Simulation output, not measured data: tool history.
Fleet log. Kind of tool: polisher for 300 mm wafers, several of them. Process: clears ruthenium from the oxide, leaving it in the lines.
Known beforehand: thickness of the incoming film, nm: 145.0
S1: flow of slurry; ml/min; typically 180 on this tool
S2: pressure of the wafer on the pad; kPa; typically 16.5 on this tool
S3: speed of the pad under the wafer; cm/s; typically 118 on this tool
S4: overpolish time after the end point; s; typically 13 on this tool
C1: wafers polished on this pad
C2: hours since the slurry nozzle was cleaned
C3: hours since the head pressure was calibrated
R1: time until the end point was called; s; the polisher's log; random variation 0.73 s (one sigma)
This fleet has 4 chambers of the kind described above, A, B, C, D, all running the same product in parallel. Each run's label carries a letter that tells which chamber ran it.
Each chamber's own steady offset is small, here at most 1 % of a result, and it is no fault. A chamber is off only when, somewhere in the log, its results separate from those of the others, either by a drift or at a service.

run 1D day=0.271 | S1=180 S2=16.5 S3=118 S4=13 | C1=768 C2=154.6 C3=430.4 | R1=76.287
run 2A day=0.546 | S1=180 S2=16.5 S3=118 S4=13 | C1=906 C2=488.1 C3=381.2 | R1=76.912
run 3C day=0.712 | S1=180 S2=16.5 S3=118 S4=13 | C1=705 C2=283.9 C3=92.2 | R1=77.413
-- day=0.754 chamber B: worn pad replaced by a new one
run 4B day=0.921 | S1=180 S2=16.5 S3=118 S4=13 | C1=43 C2=566.7 C3=961.3 | R1=77.787
run 5A day=1.138 | S1=180 S2=16.5 S3=118 S4=13 | C1=1056 C2=502.3 C3=395.4 | R1=77.397
-- day=1.233 chamber D: worn pad replaced by a new one
run 6D day=1.325 | S1=180 S2=16.5 S3=118 S4=13 | C1=24 C2=179.9 C3=455.7 | R1=75.987
run 7B day=1.617 | S1=180 S2=16.5 S3=118 S4=13 | C1=220 C2=583.4 C3=978.0 | R1=77.815
run 8C day=1.842 | S1=180 S2=16.5 S3=118 S4=13 | C1=993 C2=311.0 C3=119.3 | R1=76.544
-- day=1.896 chamber A: slurry nozzle cleaned
run 9D day=2.075 | S1=180 S2=16.5 S3=118 S4=13 | C1=215 C2=197.9 C3=473.7 | R1=75.269
-- day=2.325 chamber A: worn pad replaced by a new one
run 10A day=2.354 | S1=180 S2=16.5 S3=118 S4=13 | C1=8 C2=11.0 C3=424.6 | R1=76.677
run 11C day=2.579 | S1=180 S2=16.5 S3=118 S4=13 | C1=1181 C2=328.7 C3=137.0 | R1=79.419
run 12B day=2.825 | S1=180 S2=16.5 S3=118 S4=13 | C1=528 C2=612.4 C3=1007.0 | R1=78.521
run 13B day=3.117 | S1=180 S2=16.5 S3=118 S4=13 | C1=602 C2=619.4 C3=1014.0 | R1=78.770
run 14A day=3.296 | S1=180 S2=16.5 S3=118 S4=13 | C1=248 C2=33.6 C3=447.2 | R1=76.755
run 15C day=3.554 | S1=180 S2=16.5 S3=118 S4=13 | C1=1429 C2=352.1 C3=160.4 | R1=80.991
-- day=3.654 chamber B: worn pad replaced by a new one
run 16D day=3.692 | S1=180 S2=16.5 S3=118 S4=13 | C1=627 C2=236.7 C3=512.5 | R1=76.989
run 17A day=3.954 | S1=180 S2=16.5 S3=118 S4=13 | C1=415 C2=49.4 C3=463.0 | R1=75.358
run 18C day=4.242 | S1=210 S2=11.7 S3=118 S4=13 | C1=1604 C2=368.6 C3=176.9 | R1=111.940
run 19B day=4.412 | S1=210 S2=11.7 S3=118 S4=13 | C1=193 C2=650.5 C3=1045.1 | R1=105.100
run 20D day=4.642 | S1=210 S2=11.7 S3=118 S4=13 | C1=869 C2=259.5 C3=535.3 | R1=104.820
-- day=4.662 chamber D: worn pad replaced by a new one
-- day=4.858 chamber B: slurry nozzle cleaned
run 21C day=4.867 | S1=210 S2=11.7 S3=118 S4=13 | C1=1763 C2=383.6 C3=191.9 | R1=115.300
run 22D day=5.067 | S1=180 S2=16.5 S3=118 S4=13 | C1=103 C2=269.7 C3=545.5 | R1=74.807
run 23A day=5.342 | S1=180 S2=16.5 S3=118 S4=13 | C1=769 C2=82.7 C3=496.3 | R1=75.881
run 24B day=5.596 | S1=180 S2=16.5 S3=118 S4=13 | C1=495 C2=17.8 C3=1073.5 | R1=77.521

One chamber off, gauge drift, or nothing amiss beyond the chambers' own small offsets? If it is a chamber, which one, and what is the likeliest cause?

One chamber, C, drifts off from the rest bit by bit.
What lies behind it: removal rate lost through wear of the pad, % = 8.53.
With only this log, it may be confused with: slurry flow missing at the pad, %; head's pressure below its setpoint, %.

Here are 4 candidates for chamber C's next run, each the usual settings with a change, their results left as question marks. Which one brings its results back in line with what the others give on the usual settings?
In-line tolerance around the mean of the other chambers on the usual settings: R1 2.600 s
run 25C-1 day=5.817 | S1=180 S2=16.5 S3=108 S4=13 | R1=?
run 25C-2 day=5.817 | S1=180 S2=15.2 S3=108 S4=13 | R1=?
run 25C-3 day=5.817 | S1=185 S2=17.9 S3=118 S4=13 | R1=?
run 25C-4 day=5.817 | S1=185 S2=16.5 S3=138 S4=13 | R1=?

The other chambers' mean on the usual settings: R1 76.680 s
run=25C-1 R1=91.831
run=25C-2 R1=100.220
run=25C-3 R1=77.245
run=25C-4 R1=71.563
25C-3 puts the chamber back in line with the other chambers.

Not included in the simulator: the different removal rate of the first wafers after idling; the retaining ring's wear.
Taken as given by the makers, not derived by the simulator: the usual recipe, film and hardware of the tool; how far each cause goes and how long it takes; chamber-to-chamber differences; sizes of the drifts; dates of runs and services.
